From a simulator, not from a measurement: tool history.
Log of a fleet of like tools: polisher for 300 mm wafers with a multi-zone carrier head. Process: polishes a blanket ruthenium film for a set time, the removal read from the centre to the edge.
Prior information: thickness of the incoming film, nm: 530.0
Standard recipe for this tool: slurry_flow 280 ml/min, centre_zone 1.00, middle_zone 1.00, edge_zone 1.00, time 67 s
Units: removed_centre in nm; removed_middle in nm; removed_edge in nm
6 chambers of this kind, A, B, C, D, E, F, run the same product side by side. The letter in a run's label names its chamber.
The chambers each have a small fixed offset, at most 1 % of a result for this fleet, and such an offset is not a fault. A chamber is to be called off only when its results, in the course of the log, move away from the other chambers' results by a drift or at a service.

run   hour  slurry_flow  centre_zone  middle_zone  edge_zone  time  wafers polished on this pad  hours since the slurry nozzle was cleaned  hours since the centre zone pressure was calibrated  hours since the edge zone pressure was calibrated  removed_centre  removed_middle  removed_edge
       2.1  -- chamber C: worn pad replaced by a new one
 1A    4.4          280         1.00         1.00       1.00    67                          541                                      178.9                                                190.5                                             1181.7          54.711          54.149        54.692
      10.4  -- chamber E: slurry nozzle cleaned
 2C   12.5          280         1.00         1.00       1.00    67                          102                                      191.3                                                320.5                                              311.5          52.954          53.877        54.314
      13.6  -- chamber F: worn pad replaced by a new one
      18.1  -- chamber B: worn pad replaced by a new one
 3E   18.4          280         1.00         1.00       1.00    67                         1017                                        8.1                                               1101.8                                               81.9          52.740          54.979        54.326
 4F   22.5          280         1.00         1.00       1.00    67                           87                                      607.0                                                927.9                                              299.0          53.288          54.562        54.471
      23.3  -- chamber F: slurry nozzle cleaned
 5D   27.6          280         1.00         1.08       1.00    67                          450                                      258.8                                                544.1                                              202.1          54.336          57.288        54.190
 6B   32.0          280         1.00         1.08       1.00    67                          136                                      471.7                                               1386.6                                             1180.7          53.531          58.641        54.359
 7E   36.0          280         1.00         1.08       1.00    67                         1189                                       25.7                                               1119.4                                               99.5          54.132          57.306        54.392
      38.2  -- chamber B: centre zone pressure recalibrated
 8D   41.3          280         1.00         1.08       1.00    67                          584                                      272.5                                                557.8                                              215.8          52.994          58.080        53.246
 9A   48.2          280         1.00         1.08       1.00    67                          970                                      222.7                                                234.3                                             1225.5          54.947          58.177        54.487
      54.0  -- chamber C: worn pad replaced by a new one
10F   55.2          280         1.00         1.08       1.00    67                          407                                       32.0                                                960.6                                              331.7          53.245          59.388        53.969
      56.3  -- chamber D: worn pad replaced by a new one
11C   59.5          280         1.00         0.92       0.88    67                           54                                      238.3                                                367.5                                              358.5          54.321          50.686        50.291
12B   65.4          280         1.00         0.92       0.88    67                          462                                      505.1                                                 27.3                                             1214.1          54.077          49.294        50.954
      68.9  -- chamber F: worn pad replaced by a new one
      70.5  -- chamber A: edge zone pressure recalibrated
13F   71.2          280         1.00         0.92       0.88    67                           23                                       48.0                                                976.6                                              347.7          53.357          50.035        50.700
      75.9  -- chamber E: worn pad replaced by a new one
14A   78.7          280         1.00         0.92       0.88    67                         1268                                      253.2                                                264.8                                                8.3          53.058          49.700        51.128
15D   84.1          280         1.00         0.92       0.88    67                          272                                      315.3                                                600.6                                              258.6          53.858          51.587        49.924
16C   91.0          280         1.00         0.92       0.88    67                          362                                      269.8                                                399.0                                              390.0          54.953          50.982        50.896
17E   97.2          280         0.93         1.00       1.00    67                          208                                       86.9                                               1180.6                                              160.7          50.797          54.166        54.693
18B  103.2          280         0.93         1.00       1.00    67                          832                                      542.9                                                 65.1                                             1251.9          48.621          54.893        55.197
     104.6  -- chamber A: slurry nozzle cleaned
19E  110.5          280         0.93         1.00       1.00    67                          339                                      100.2                                               1193.9                                              174.0          49.438          52.418        53.964
     111.7  -- chamber C: worn pad replaced by a new one
     113.0  -- chamber F: worn pad replaced by a new one
20D  114.6          280         0.93         1.00       1.00    67                          570                                      345.8                                                631.1                                              289.1          50.472          53.457        53.820
     116.0  -- chamber B: worn pad replaced by a new one
21C  121.7          280         0.93         1.00       1.00    67                           98                                      300.5                                                429.7                                              420.7          49.925          54.656        54.041
22B  125.8          280         0.93         1.00       1.00    67                           96                                      565.5                                                 87.7                                             1274.5          49.261          52.885        54.381
     128.4  -- chamber D: slurry nozzle cleaned
     130.0  -- chamber E: centre zone pressure recalibrated
23A  133.6          280         1.00         1.00       1.00    67                         1805                                       29.1                                                319.7                                               63.2          52.155          52.062        52.297
24F  140.6          280         1.00         1.00       1.00    67                          270                                      117.4                                               1046.0                                              417.1          53.911          53.378        54.023
25A  144.9          280         1.00         1.00       1.00    67                         1916                                       40.4                                                331.0                                               74.5          51.107          51.395        52.023
     146.0  -- chamber D: worn pad replaced by a new one
     146.5  -- chamber A: centre zone pressure recalibrated
26D  148.7          280         1.00         1.00       1.00    67                           27                                       20.3                                                665.2                                              323.2          54.170          53.859        54.332
27C  154.3          280         1.00         1.00       1.00    67                          417                                      333.1                                                462.3                                              453.3          53.976          53.811        54.239
28F  161.5          280         1.10         1.00       1.00    67                          475                                      138.3                                               1066.9                                              438.0          60.134          54.271        53.626
29B  165.6          280         1.10         1.00       1.00    67                          485                                      605.3                                                127.5                                             1314.3          59.534          54.244        55.109
     166.1  -- chamber F: worn pad replaced by a new one
30E  172.8          280         1.10         1.00       1.00    67                          948                                      162.5                                                 42.8                                              236.3          60.074          52.939        53.953
     175.6  -- chamber C: worn pad replaced by a new one
31F  179.1          280         1.10         1.00       1.00    67                          127                                      155.9                                               1084.5                                              455.6          58.809          53.791        54.031
32D  185.8          280         1.10         1.00       1.00    67                          389                                       57.4                                                702.3                                              360.3          58.004          53.765        54.257
     187.9  -- chamber C: edge zone pressure recalibrated
     188.0  -- chamber B: slurry nozzle cleaned
33A  191.1          280         1.10         1.00       1.00    67                         2368                                       86.6                                                 44.6                                              120.7          56.625          49.549        50.265
34E  198.0          280         1.00         1.08       1.00    67                         1195                                      187.7                                                 68.0                                              261.5          54.194          57.001        54.394
35C  203.8          280         1.00         1.08       1.00    67                          276                                      382.6                                                511.8                                               16.0          54.523          57.418        53.742
36B  209.7          280         1.00         1.08       1.00    67                          916                                       21.7                                                171.6                                             1358.4          53.562          57.637        54.426
37C  213.7          280         1.00         1.08       1.00    67                          373                                      392.5                                                521.7                                               25.9          55.350          58.154        54.383
38D  218.5          280         1.00         1.08       1.00    67                          709                                       90.1                                                735.0                                              393.0          52.669          55.974        53.966
39A  224.2          280         1.00         1.08       1.00    67                         2692                                      119.7                                                 77.7                                              153.8          48.473          51.696        49.114

Read the log: is a single chamber off, either drifting away or since a service, is the gauge that measures every chamber drifting, or is nothing wrong beyond small per-chamber offsets? Name any odd chamber and what most likely caused it.

Chamber A drifts away from the others.
Likeliest cause: removal rate lost through wear of the pad, % = 10.7.

Which of the 4 candidates below, each the usual settings with something changed and its results left as question marks, puts chamber A back in line with what the other chambers give on the usual settings?
In line here means within this much of the mean the other chambers give on the usual settings: removed_centre 2.600 nm; removed_middle 2.700 nm; removed_edge 1.200 nm
40A-1  230.0          285         1.00         1.01       1.00    74                                                                                                                                                                                               ?               ?             ?
40A-2  230.0          275         1.00         0.99       1.00    60                                                                                                                                                                                               ?               ?             ?
40A-3  230.0          275         1.00         0.99       1.00    56                                                                                                                                                                                               ?               ?             ?
40A-4  230.0          285         1.00         1.02       1.00    80                                                                                                                                                                                               ?               ?             ?

The mean the other chambers reach with the usual settings: removed_centre 53.920 nm; removed_middle 53.940 nm; removed_edge 54.139 nm
  run  removed_centre  removed_middle  removed_edge
40A-1          53.329          53.709        53.914
40A-2          43.055          42.595        43.602
40A-3          40.185          39.755        40.695
40A-4          57.658          58.593        58.277
With 40A-1, the chamber falls back in line with the rest.

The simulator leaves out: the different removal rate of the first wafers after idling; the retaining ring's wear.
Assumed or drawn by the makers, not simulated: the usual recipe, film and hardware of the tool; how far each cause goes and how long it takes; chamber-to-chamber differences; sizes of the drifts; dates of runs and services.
